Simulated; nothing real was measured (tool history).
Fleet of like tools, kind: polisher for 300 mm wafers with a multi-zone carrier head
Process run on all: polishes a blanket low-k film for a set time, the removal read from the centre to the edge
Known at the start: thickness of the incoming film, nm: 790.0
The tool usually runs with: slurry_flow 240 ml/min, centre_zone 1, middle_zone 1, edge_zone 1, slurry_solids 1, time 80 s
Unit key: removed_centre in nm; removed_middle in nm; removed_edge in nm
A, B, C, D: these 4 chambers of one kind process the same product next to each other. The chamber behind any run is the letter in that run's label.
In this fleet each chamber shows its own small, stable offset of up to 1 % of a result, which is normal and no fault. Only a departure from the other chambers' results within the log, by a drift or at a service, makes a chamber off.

run	hour	slurry_flow	centre_zone	middle_zone	edge_zone	slurry_solids	time	removed_centre	removed_middle	removed_edge
# hour 1.6: chamber D: worn pad replaced by a new one
# hour 1.9: chamber A: worn pad replaced by a new one
1D	6.3	240	1	1	1	1	80	28.476	28.47	28.816
2B	16	240	1	1	1	1	80	28.668	28.102	28.53
3A	26.4	240	1	1	1	1	80	28.594	28.432	28.423
# hour 28.4: chamber A: slurry nozzle cleaned
4C	40.4	240	1	1	1	1	80	28.773	28.56	28.434
# hour 42.2: chamber B: slurry nozzle cleaned
5D	50.1	240	1	1	1	1	80	28.126	28.644	28.552
6A	63	240	1	1	1	1	80	28.865	28.177	28.512
7B	70.9	240	1	1	1	0.75	80	24.73	24.798	24.724
# hour 76.4: chamber B: worn pad replaced by a new one
# hour 76.8: chamber C: worn pad replaced by a new one
8C	80.6	240	1	1	1	0.75	80	24.665	24.655	24.48
9B	93.6	240	1	1	1	0.75	80	24.967	24.775	24.91
# hour 97.1: chamber A: worn pad replaced by a new one
10D	103	240	1	1	1	0.75	80	24.809	24.832	24.903
# hour 106.4: chamber B: centre zone pressure recalibrated
11C	110.2	240	1	1	1	1	80	29.156	28.736	28.527
12A	117.7	240	1	1	1	1	80	28.791	28.585	28.285
13C	125.6	240	1	1	1	1	80	28.816	28.719	28.21
14A	139.7	240	1	1.1	1	0.85	80	26.529	28.34	26.722
# hour 143: chamber A: edge zone pressure recalibrated
15D	153.1	240	1	1.1	1	0.85	80	26.108	28.942	26.432
16B	161.6	240	1	1.1	1	0.85	80	24.232	28.811	26.097
# hour 167.4: chamber C: worn pad replaced by a new one
17B	168.5	240	1	1.1	1	0.85	80	24.342	28.88	26.446
# hour 182.1: chamber B: worn pad replaced by a new one
18C	182.1	240	1	1	1	1	80	28.655	28.392	28.534
19A	191.9	240	1.06	1	1	1	80	30.368	28.463	28.38
20D	198.4	240	1.06	1	1	1	80	30.258	28.756	28.772
# hour 198.6: chamber D: worn pad replaced by a new one
# hour 202.1: chamber A: worn pad replaced by a new one
# hour 203.6: chamber C: centre zone pressure recalibrated
21A	205.3	240	1.06	1	1	1	80	30.43	28.175	28.453
22C	217	240	1.06	1	1	1	80	31.034	28.727	28.493
23D	225.8	320	0.96	1	1	1	80	27.672	29.636	29.069
24B	237.5	320	0.96	1	1	1	80	25.832	29.258	28.79
25C	245.6	320	0.96	1	1	1	80	27.93	29.372	28.764
26D	256.2	320	0.96	1	1	1	80	27.833	29.384	29.138
27B	268.8	240	1	1	1	1	80	26.67	28.309	28.148
28A	280.9	240	1	1	1	1	80	28.753	28.285	28.443
29A	293.7	240	1	1	1	1	80	28.877	28.678	28.323

Has any chamber moved away from the others, gradually or after a service, or does the common gauge drift, or do the chambers differ only by their own small steady offsets? State the chamber and the most likely cause if one applies.

Chamber B has stood off from the others ever since a service on it.
Likeliest cause: centre zone's pressure below its setpoint, % = 6.56.

Which of the 4 candidates below, each the usual settings with something changed and its results left as question marks, puts chamber B back in line with what the other chambers give on the usual settings?
In line means no further than this from the other chambers' mean on the usual settings: removed_centre 0.82 nm; removed_middle 0.69 nm; removed_edge 0.64 nm
30B-1	303.9	240	0.98	1	1.01	1	80	?	?	?
30B-2	303.9	245	1.06	0.99	0.98	1	81	?	?	?
30B-3	303.9	235	0.94	1.01	1.02	1	79	?	?	?
30B-4	303.9	240	1.02	1	0.99	1	80	?	?	?

Mean of the other chambers on the usual settings: removed_centre 28.476 nm; removed_middle 28.484 nm; removed_edge 28.5 nm
run	removed_centre	removed_middle	removed_edge
30B-1	25.81	28.496	28.568
30B-2	28.602	28.649	28.534
30B-3	24.252	28.33	28.297
30B-4	26.991	28.491	28.273
30B-2 is the one that brings the chamber's results back in line with the other chambers.
